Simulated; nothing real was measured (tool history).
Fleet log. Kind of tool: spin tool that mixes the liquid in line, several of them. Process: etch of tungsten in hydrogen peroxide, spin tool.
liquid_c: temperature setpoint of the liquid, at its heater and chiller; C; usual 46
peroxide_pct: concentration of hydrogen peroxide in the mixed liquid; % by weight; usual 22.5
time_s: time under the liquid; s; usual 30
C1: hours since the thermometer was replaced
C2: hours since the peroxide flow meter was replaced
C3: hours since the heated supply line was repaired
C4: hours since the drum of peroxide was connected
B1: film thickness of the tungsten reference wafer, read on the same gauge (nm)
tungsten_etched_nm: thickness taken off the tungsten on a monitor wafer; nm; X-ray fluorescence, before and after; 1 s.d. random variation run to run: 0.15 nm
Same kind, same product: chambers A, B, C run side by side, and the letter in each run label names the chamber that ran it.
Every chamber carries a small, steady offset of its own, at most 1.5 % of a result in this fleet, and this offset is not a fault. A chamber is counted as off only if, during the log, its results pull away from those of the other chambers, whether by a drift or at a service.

{"run": "1A", "hour": 7.5, "liquid_c": 46, "peroxide_pct": 22.5, "time_s": 30, "C1": 354.3, "C2": 1858.9, "C3": 3684, "C4": 993.5, "B1": 99.992, "tungsten_etched_nm": 20.43}
{"run": "2B", "hour": 14.9, "liquid_c": 46, "peroxide_pct": 22.5, "time_s": 30, "C1": 361.5, "C2": 439.4, "C3": 235.3, "C4": 759.2, "B1": 99.949, "tungsten_etched_nm": 20.923}
{"run": "3C", "hour": 19.6, "liquid_c": 46, "peroxide_pct": 22.5, "time_s": 30, "C1": 620.2, "C2": 2349.7, "C3": 602.9, "C4": 225.5, "B1": 100.02, "tungsten_etched_nm": 21.239}
{"run": "4C", "hour": 27.3, "liquid_c": 46, "peroxide_pct": 22.5, "time_s": 30, "C1": 627.9, "C2": 2357.4, "C3": 610.6, "C4": 233.2, "B1": 100.01, "tungsten_etched_nm": 21.228}
{"run": "5A", "hour": 33.6, "liquid_c": 46, "peroxide_pct": 22.5, "time_s": 30, "C1": 380.4, "C2": 1885, "C3": 3710.1, "C4": 1019.6, "B1": 99.996, "tungsten_etched_nm": 20.512}
{"run": "6B", "hour": 38.6, "liquid_c": 46, "peroxide_pct": 22.5, "time_s": 30, "C1": 385.2, "C2": 463.1, "C3": 259, "C4": 782.9, "B1": 100.03, "tungsten_etched_nm": 20.648}
{"hour": 38.7, "done": "chamber A: heated supply line repaired"}
{"hour": 43.2, "done": "chamber C: peroxide flow meter replaced"}
{"hour": 44.6, "done": "chamber B: new drum of peroxide connected"}
{"run": "7B", "hour": 45.4, "liquid_c": 46, "peroxide_pct": 22.5, "time_s": 30, "C1": 392, "C2": 469.9, "C3": 265.8, "C4": 0.9, "B1": 99.995, "tungsten_etched_nm": 20.734}
{"run": "8C", "hour": 50.2, "liquid_c": 46, "peroxide_pct": 22.5, "time_s": 30, "C1": 650.8, "C2": 7.1, "C3": 633.5, "C4": 256.1, "B1": 99.983, "tungsten_etched_nm": 21.201}
{"run": "9A", "hour": 55.3, "liquid_c": 46, "peroxide_pct": 22.5, "time_s": 30, "C1": 402.1, "C2": 1906.7, "C3": 16.7, "C4": 1041.3, "B1": 99.996, "tungsten_etched_nm": 20.7}
{"hour": 58.2, "done": "chamber A: peroxide flow meter replaced"}
{"run": "10C", "hour": 62.1, "liquid_c": 46, "peroxide_pct": 22.5, "time_s": 30, "C1": 662.7, "C2": 19, "C3": 645.4, "C4": 268, "B1": 100.02, "tungsten_etched_nm": 21.063}
{"run": "11A", "hour": 69.3, "liquid_c": 46, "peroxide_pct": 22.5, "time_s": 30, "C1": 416.1, "C2": 11.2, "C3": 30.7, "C4": 1055.3, "B1": 99.971, "tungsten_etched_nm": 20.824}
{"run": "12B", "hour": 73.7, "liquid_c": 46, "peroxide_pct": 22.5, "time_s": 30, "C1": 420.3, "C2": 498.2, "C3": 294.1, "C4": 29.2, "B1": 99.984, "tungsten_etched_nm": 20.645}
{"run": "13A", "hour": 77.9, "liquid_c": 46, "peroxide_pct": 22.5, "time_s": 30, "C1": 424.7, "C2": 19.8, "C3": 39.3, "C4": 1063.9, "B1": 99.997, "tungsten_etched_nm": 20.545}
{"run": "14B", "hour": 86.3, "liquid_c": 46, "peroxide_pct": 22.5, "time_s": 30, "C1": 432.9, "C2": 510.8, "C3": 306.7, "C4": 41.8, "B1": 99.957, "tungsten_etched_nm": 20.911}
{"hour": 90.7, "done": "chamber B: peroxide flow meter replaced"}
{"run": "15C", "hour": 94.5, "liquid_c": 46, "peroxide_pct": 22.5, "time_s": 30, "C1": 695.1, "C2": 51.4, "C3": 677.8, "C4": 300.4, "B1": 100.04, "tungsten_etched_nm": 20.71}
{"run": "16B", "hour": 98.3, "liquid_c": 46, "peroxide_pct": 22.5, "time_s": 30, "C1": 444.9, "C2": 7.7, "C3": 318.7, "C4": 53.8, "B1": 99.983, "tungsten_etched_nm": 20.93}
{"hour": 103.5, "done": "chamber C: new drum of peroxide connected"}
{"run": "17C", "hour": 105.8, "liquid_c": 46, "peroxide_pct": 22.5, "time_s": 30, "C1": 706.4, "C2": 62.7, "C3": 689.1, "C4": 2.4, "B1": 99.988, "tungsten_etched_nm": 20.955}
{"run": "18A", "hour": 111.6, "liquid_c": 46, "peroxide_pct": 22.5, "time_s": 30, "C1": 458.4, "C2": 53.5, "C3": 73, "C4": 1097.6, "B1": 99.985, "tungsten_etched_nm": 20.365}
{"run": "19A", "hour": 117.4, "liquid_c": 46, "peroxide_pct": 22.5, "time_s": 30, "C1": 464.2, "C2": 59.3, "C3": 78.8, "C4": 1103.4, "B1": 100.05, "tungsten_etched_nm": 20.697}
{"run": "20B", "hour": 122.4, "liquid_c": 46, "peroxide_pct": 22.5, "time_s": 30, "C1": 469, "C2": 31.8, "C3": 342.8, "C4": 77.9, "B1": 100.01, "tungsten_etched_nm": 20.716}
{"run": "21C", "hour": 130.5, "liquid_c": 46, "peroxide_pct": 22.5, "time_s": 30, "C1": 731.1, "C2": 87.4, "C3": 713.8, "C4": 27.1, "B1": 99.986, "tungsten_etched_nm": 20.978}
{"run": "22C", "hour": 136.2, "liquid_c": 46, "peroxide_pct": 22.5, "time_s": 30, "C1": 736.8, "C2": 93.1, "C3": 719.5, "C4": 32.8, "B1": 100, "tungsten_etched_nm": 20.838}
{"hour": 140.7, "done": "chamber A: new drum of peroxide connected"}
{"run": "23A", "hour": 140.7, "liquid_c": 46, "peroxide_pct": 22.5, "time_s": 30, "C1": 487.5, "C2": 82.6, "C3": 102.1, "C4": 0, "B1": 100, "tungsten_etched_nm": 20.224}
{"run": "24B", "hour": 144.9, "liquid_c": 46, "peroxide_pct": 22.5, "time_s": 30, "C1": 491.5, "C2": 54.3, "C3": 365.3, "C4": 100.4, "B1": 99.973, "tungsten_etched_nm": 20.922}
{"run": "25C", "hour": 149.2, "liquid_c": 52, "peroxide_pct": 22.5, "time_s": 35, "C1": 749.8, "C2": 106.1, "C3": 732.5, "C4": 45.8, "B1": 100.05, "tungsten_etched_nm": 35.149}
{"run": "26A", "hour": 155.1, "liquid_c": 52, "peroxide_pct": 22.5, "time_s": 35, "C1": 501.9, "C2": 97, "C3": 116.5, "C4": 14.4, "B1": 99.98, "tungsten_etched_nm": 34.022}
{"run": "27B", "hour": 160.4, "liquid_c": 52, "peroxide_pct": 22.5, "time_s": 35, "C1": 507, "C2": 69.8, "C3": 380.8, "C4": 115.9, "B1": 100.02, "tungsten_etched_nm": 35.046}
{"run": "28B", "hour": 165.8, "liquid_c": 46, "peroxide_pct": 22.5, "time_s": 30, "C1": 512.4, "C2": 75.2, "C3": 386.2, "C4": 121.3, "B1": 100.05, "tungsten_etched_nm": 21.024}
{"run": "29A", "hour": 170.2, "liquid_c": 46, "peroxide_pct": 22.5, "time_s": 30, "C1": 517, "C2": 112.1, "C3": 131.6, "C4": 29.5, "B1": 99.981, "tungsten_etched_nm": 20.157}
{"run": "30C", "hour": 174.2, "liquid_c": 46, "peroxide_pct": 22.5, "time_s": 30, "C1": 774.8, "C2": 131.1, "C3": 757.5, "C4": 70.8, "B1": 100, "tungsten_etched_nm": 20.806}
{"run": "31B", "hour": 182.5, "liquid_c": 46, "peroxide_pct": 22.5, "time_s": 30, "C1": 529.1, "C2": 91.9, "C3": 402.9, "C4": 138, "B1": 100, "tungsten_etched_nm": 20.822}
{"run": "32A", "hour": 189.2, "liquid_c": 46, "peroxide_pct": 28, "time_s": 35, "C1": 536, "C2": 131.1, "C3": 150.6, "C4": 48.5, "B1": 99.994, "tungsten_etched_nm": 26.086}
{"run": "33C", "hour": 197.6, "liquid_c": 46, "peroxide_pct": 28, "time_s": 35, "C1": 798.2, "C2": 154.5, "C3": 780.9, "C4": 94.2, "B1": 99.987, "tungsten_etched_nm": 26.912}
{"run": "34A", "hour": 203.0, "liquid_c": 46, "peroxide_pct": 28, "time_s": 35, "C1": 549.8, "C2": 144.9, "C3": 164.4, "C4": 62.3, "B1": 100, "tungsten_etched_nm": 25.932}
{"run": "35B", "hour": 209.8, "liquid_c": 46, "peroxide_pct": 22.5, "time_s": 30, "C1": 556.4, "C2": 119.2, "C3": 430.2, "C4": 165.3, "B1": 100, "tungsten_etched_nm": 20.922}
{"run": "36C", "hour": 215.0, "liquid_c": 46, "peroxide_pct": 22.5, "time_s": 30, "C1": 815.6, "C2": 171.9, "C3": 798.3, "C4": 111.6, "B1": 100.03, "tungsten_etched_nm": 20.754}
{"run": "37B", "hour": 219.9, "liquid_c": 46, "peroxide_pct": 22.5, "time_s": 30, "C1": 566.5, "C2": 129.3, "C3": 440.3, "C4": 175.4, "B1": 99.991, "tungsten_etched_nm": 20.898}
{"run": "38A", "hour": 226.2, "liquid_c": 46, "peroxide_pct": 22.5, "time_s": 30, "C1": 573, "C2": 168.1, "C3": 187.6, "C4": 85.5, "B1": 100, "tungsten_etched_nm": 19.621}
{"run": "39C", "hour": 231.9, "liquid_c": 46, "peroxide_pct": 22.5, "time_s": 30, "C1": 832.5, "C2": 188.8, "C3": 815.2, "C4": 128.5, "B1": 99.994, "tungsten_etched_nm": 20.826}
{"run": "40A", "hour": 238.6, "liquid_c": 46, "peroxide_pct": 22.5, "time_s": 30, "C1": 585.4, "C2": 180.5, "C3": 200, "C4": 97.9, "B1": 100.01, "tungsten_etched_nm": 19.635}
{"run": "41B", "hour": 246.3, "liquid_c": 46, "peroxide_pct": 22.5, "time_s": 30, "C1": 592.9, "C2": 155.7, "C3": 466.7, "C4": 201.8, "B1": 99.97, "tungsten_etched_nm": 20.906}
{"run": "42C", "hour": 254.6, "liquid_c": 46, "peroxide_pct": 22.5, "time_s": 30, "C1": 855.2, "C2": 211.5, "C3": 837.9, "C4": 151.2, "B1": 99.986, "tungsten_etched_nm": 20.727}
{"run": "43B", "hour": 261.6, "liquid_c": 46, "peroxide_pct": 22.5, "time_s": 30, "C1": 608.2, "C2": 171, "C3": 482, "C4": 217.1, "B1": 100, "tungsten_etched_nm": 20.943}
{"run": "44A", "hour": 269.5, "liquid_c": 46, "peroxide_pct": 22.5, "time_s": 30, "C1": 616.3, "C2": 211.4, "C3": 230.9, "C4": 128.8, "B1": 99.973, "tungsten_etched_nm": 19.377}

One chamber off, gauge drift, or nothing amiss beyond the chambers' own small offsets? If it is a chamber, which one, and what is the likeliest cause?

Chamber A drifts away from the others.
Cause: liquid colder than its thermometer reads (K) = 1.06.
The log might look much the same if the cause were instead: temperature lost on the way to the wafer (K).

Chamber A could run next with any of the 4 candidate recipes listed below; each alters the usual settings, and their results appear as question marks. Which one brings its results back in line with what the other chambers deliver on the usual settings?
In line means no further than this from the other chambers' mean on the usual settings: tungsten_etched_nm 0.53 nm
{"run": "45A-1", "hour": 275.6, "liquid_c": 46, "peroxide_pct": 23.5, "time_s": 30, "tungsten_etched_nm": "?"}
{"run": "45A-2", "hour": 275.6, "liquid_c": 45, "peroxide_pct": 22.5, "time_s": 30, "tungsten_etched_nm": "?"}
{"run": "45A-3", "hour": 275.6, "liquid_c": 47, "peroxide_pct": 22.5, "time_s": 30, "tungsten_etched_nm": "?"}
{"run": "45A-4", "hour": 275.6, "liquid_c": 46, "peroxide_pct": 21.5, "time_s": 30, "tungsten_etched_nm": "?"}

Usual-settings mean across the other chambers: tungsten_etched_nm 20.839 nm
run=45A-1 tungsten_etched_nm=19.956
run=45A-2 tungsten_etched_nm=18.324
run=45A-3 tungsten_etched_nm=20.775
run=45A-4 tungsten_etched_nm=19.076
Change 45A-3 lands the chamber within the allowed miss of the other chambers.

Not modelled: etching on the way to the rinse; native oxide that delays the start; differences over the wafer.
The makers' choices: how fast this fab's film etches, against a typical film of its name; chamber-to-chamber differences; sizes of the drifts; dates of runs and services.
